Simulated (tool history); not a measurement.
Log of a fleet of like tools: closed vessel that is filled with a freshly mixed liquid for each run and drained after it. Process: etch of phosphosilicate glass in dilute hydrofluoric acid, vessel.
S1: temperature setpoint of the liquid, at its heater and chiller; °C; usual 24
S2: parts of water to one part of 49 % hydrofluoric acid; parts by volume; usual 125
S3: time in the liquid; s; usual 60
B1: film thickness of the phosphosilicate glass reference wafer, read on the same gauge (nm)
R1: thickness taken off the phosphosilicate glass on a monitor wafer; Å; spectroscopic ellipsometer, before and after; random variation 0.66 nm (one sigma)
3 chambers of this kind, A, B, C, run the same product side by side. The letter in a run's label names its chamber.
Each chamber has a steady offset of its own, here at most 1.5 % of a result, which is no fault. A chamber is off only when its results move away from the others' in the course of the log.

run,hour,S1,S2,S3,B1,R1
1B,6.3,24,125,60,110.01,887.63
# hour 7.8: chamber B: hydrofluoric acid flow meter replaced
2C,12.9,24,125,60,110.01,900.63
3A,19.5,24,125,60,109.99,896.85
4A,22.7,24,125,60,109.99,910.9
5B,26.6,24,125,60,110,893.21
6C,31.1,24,125,60,109.99,894.29
7A,36.2,22,125,40,110,558.48
8B,42.3,22,125,40,109.98,550.83
9C,47.4,22,125,40,110,563.54
10B,51.3,24,125,60,110,890.42
11A,55.4,24,180,50,110.01,488.01
12C,61.5,24,180,50,109.98,486.49
13A,65.1,24,180,50,110.01,497.35
14C,71.2,26,125,45,110.01,717.33
15B,74.4,26,125,45,110,720.78
16B,78.6,26,125,45,109.99,722.57
17A,82.8,24,125,60,110,909.09
18C,89.2,24,125,75,110,1114.5
19C,95.1,24,125,75,110,1126
20A,99.8,24,125,75,109.98,1143.7
21B,105.3,24,125,60,110,880.82
22B,111.6,24,125,60,110,892.11
23A,117.3,24,125,60,110,898.42
24C,122,24,125,60,110.01,905.94
25B,128.8,24,125,60,110.02,891.23
26A,135.5,28.5,75,60,109.99,1979.2
27C,140,28.5,75,60,110,1898
28A,143.8,28.5,75,60,109.99,1952.1
29C,148.9,24,125,60,109.99,885.01
30B,154.7,24,125,60,109.99,903.35
31B,159.3,24,125,60,109.99,883.76
32A,164.7,24,125,60,110.03,905.74
33C,169.8,22,125,80,110.01,1093.5
34C,174.1,22,125,80,109.99,1107
35B,179,22,125,80,110.01,1099.7
36A,182,24,125,60,110.01,900.5
37C,185.2,24,125,60,110,900.74
38B,190.4,24,125,60,110.02,887
39A,195.4,24,125,60,109.99,893.78
40C,200.2,24,125,60,110.02,895.16
41B,205,24,125,60,110,894.33
42A,209.4,24,125,60,110,910.85
43A,214.6,24,125,60,110,907.23

Is one chamber off against the others, does the gauge drift, or is nothing wrong? If a chamber is off, say which, and what the likeliest cause is.

No chamber stands off beyond its own small offset, and the gauge holds steady.
